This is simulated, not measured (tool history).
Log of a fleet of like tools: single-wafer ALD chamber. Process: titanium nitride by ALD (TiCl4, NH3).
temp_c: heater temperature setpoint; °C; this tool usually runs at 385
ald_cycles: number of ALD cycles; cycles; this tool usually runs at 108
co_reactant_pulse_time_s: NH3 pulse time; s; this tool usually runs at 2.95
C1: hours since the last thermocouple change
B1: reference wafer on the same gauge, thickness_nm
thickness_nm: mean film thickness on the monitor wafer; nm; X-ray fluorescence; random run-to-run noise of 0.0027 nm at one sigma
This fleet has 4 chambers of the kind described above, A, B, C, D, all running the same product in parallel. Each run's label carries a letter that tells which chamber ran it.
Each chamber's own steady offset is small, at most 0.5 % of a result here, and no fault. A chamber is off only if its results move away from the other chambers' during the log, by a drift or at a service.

-- day=0.392 chamber C: thermocouple changed; heater temperature recalibrated
run 1D day=0.567 | temp_c=385 ald_cycles=108 co_reactant_pulse_time_s=2.95 | C1=677.2 | B1=2.6097 | thickness_nm=2.3897
run 2B day=1.125 | temp_c=385 ald_cycles=108 co_reactant_pulse_time_s=2.95 | C1=576.9 | B1=2.6083 | thickness_nm=2.3915
run 3C day=1.567 | temp_c=385 ald_cycles=108 co_reactant_pulse_time_s=2.95 | C1=28.3 | B1=2.6083 | thickness_nm=2.3894
run 4A day=1.942 | temp_c=385 ald_cycles=108 co_reactant_pulse_time_s=2.95 | C1=816.8 | B1=2.6076 | thickness_nm=2.3944
run 5A day=2.208 | temp_c=385 ald_cycles=108 co_reactant_pulse_time_s=2.95 | C1=823.2 | B1=2.6087 | thickness_nm=2.396
run 6D day=2.488 | temp_c=385 ald_cycles=108 co_reactant_pulse_time_s=2.95 | C1=723.3 | B1=2.608 | thickness_nm=2.3842
run 7C day=2.771 | temp_c=385 ald_cycles=108 co_reactant_pulse_time_s=2.95 | C1=57.2 | B1=2.607 | thickness_nm=2.3885
run 8B day=3.175 | temp_c=385 ald_cycles=108 co_reactant_pulse_time_s=2.95 | C1=626.1 | B1=2.6071 | thickness_nm=2.3923
run 9C day=3.525 | temp_c=385 ald_cycles=108 co_reactant_pulse_time_s=2.95 | C1=75.3 | B1=2.6072 | thickness_nm=2.3803
run 10D day=3.908 | temp_c=385 ald_cycles=118 co_reactant_pulse_time_s=3.32 | C1=757.4 | B1=2.6065 | thickness_nm=2.6174
run 11B day=4.204 | temp_c=385 ald_cycles=118 co_reactant_pulse_time_s=3.32 | C1=650.8 | B1=2.6063 | thickness_nm=2.6239
run 12A day=4.696 | temp_c=385 ald_cycles=118 co_reactant_pulse_time_s=3.32 | C1=882.9 | B1=2.6055 | thickness_nm=2.6307
run 13C day=5.117 | temp_c=385 ald_cycles=118 co_reactant_pulse_time_s=3.32 | C1=113.5 | B1=2.6056 | thickness_nm=2.6181
run 14B day=5.692 | temp_c=385 ald_cycles=108 co_reactant_pulse_time_s=2.95 | C1=686.5 | B1=2.606 | thickness_nm=2.388
run 15A day=6.208 | temp_c=385 ald_cycles=108 co_reactant_pulse_time_s=2.95 | C1=919.2 | B1=2.6048 | thickness_nm=2.3891
run 16D day=6.625 | temp_c=385 ald_cycles=108 co_reactant_pulse_time_s=2.95 | C1=822.6 | B1=2.6045 | thickness_nm=2.3839
run 17A day=7.025 | temp_c=385 ald_cycles=108 co_reactant_pulse_time_s=2.95 | C1=938.8 | B1=2.6032 | thickness_nm=2.391
run 18C day=7.488 | temp_c=385 ald_cycles=108 co_reactant_pulse_time_s=2.95 | C1=170.4 | B1=2.6034 | thickness_nm=2.3828
run 19B day=8.058 | temp_c=385 ald_cycles=108 co_reactant_pulse_time_s=2.95 | C1=743.3 | B1=2.603 | thickness_nm=2.3882
run 20D day=8.525 | temp_c=385 ald_cycles=108 co_reactant_pulse_time_s=2.95 | C1=868.2 | B1=2.6024 | thickness_nm=2.3867
run 21C day=9.083 | temp_c=385 ald_cycles=108 co_reactant_pulse_time_s=2.95 | C1=208.7 | B1=2.6024 | thickness_nm=2.3878
run 22D day=9.521 | temp_c=385 ald_cycles=108 co_reactant_pulse_time_s=2.95 | C1=892.1 | B1=2.602 | thickness_nm=2.3757
run 23A day=9.929 | temp_c=385 ald_cycles=108 co_reactant_pulse_time_s=2.95 | C1=1008.5 | B1=2.6007 | thickness_nm=2.3921
run 24B day=10.471 | temp_c=385 ald_cycles=108 co_reactant_pulse_time_s=2.95 | C1=801.2 | B1=2.6007 | thickness_nm=2.3855
run 25B day=10.808 | temp_c=385 ald_cycles=108 co_reactant_pulse_time_s=2.95 | C1=809.3 | B1=2.5998 | thickness_nm=2.3861
run 26C day=11.304 | temp_c=385 ald_cycles=108 co_reactant_pulse_time_s=2.95 | C1=262 | B1=2.5999 | thickness_nm=2.3831
run 27A day=11.825 | temp_c=385 ald_cycles=108 co_reactant_pulse_time_s=2.95 | C1=1054 | B1=2.5994 | thickness_nm=2.3931
run 28D day=12.321 | temp_c=385 ald_cycles=108 co_reactant_pulse_time_s=2.95 | C1=959.3 | B1=2.5996 | thickness_nm=2.3778
run 29B day=12.854 | temp_c=385 ald_cycles=108 co_reactant_pulse_time_s=2.95 | C1=858.4 | B1=2.5979 | thickness_nm=2.3872
run 30C day=13.446 | temp_c=385 ald_cycles=93 co_reactant_pulse_time_s=2.17 | C1=313.4 | B1=2.5973 | thickness_nm=2.0205

The same settings go to every chamber for the next run, one line per chamber below. Forecast the results for each:
run 31A day=13.875 | temp_c=385 ald_cycles=108 co_reactant_pulse_time_s=2.95 | thickness_nm=?
run 31B day=13.875 | temp_c=385 ald_cycles=108 co_reactant_pulse_time_s=2.95 | thickness_nm=?
run 31C day=13.875 | temp_c=385 ald_cycles=108 co_reactant_pulse_time_s=2.95 | thickness_nm=?
run 31D day=13.875 | temp_c=385 ald_cycles=108 co_reactant_pulse_time_s=2.95 | thickness_nm=?

run=31A thickness_nm=2.3878
run=31B thickness_nm=2.3871
run=31C thickness_nm=2.3749
run=31D thickness_nm=2.3722

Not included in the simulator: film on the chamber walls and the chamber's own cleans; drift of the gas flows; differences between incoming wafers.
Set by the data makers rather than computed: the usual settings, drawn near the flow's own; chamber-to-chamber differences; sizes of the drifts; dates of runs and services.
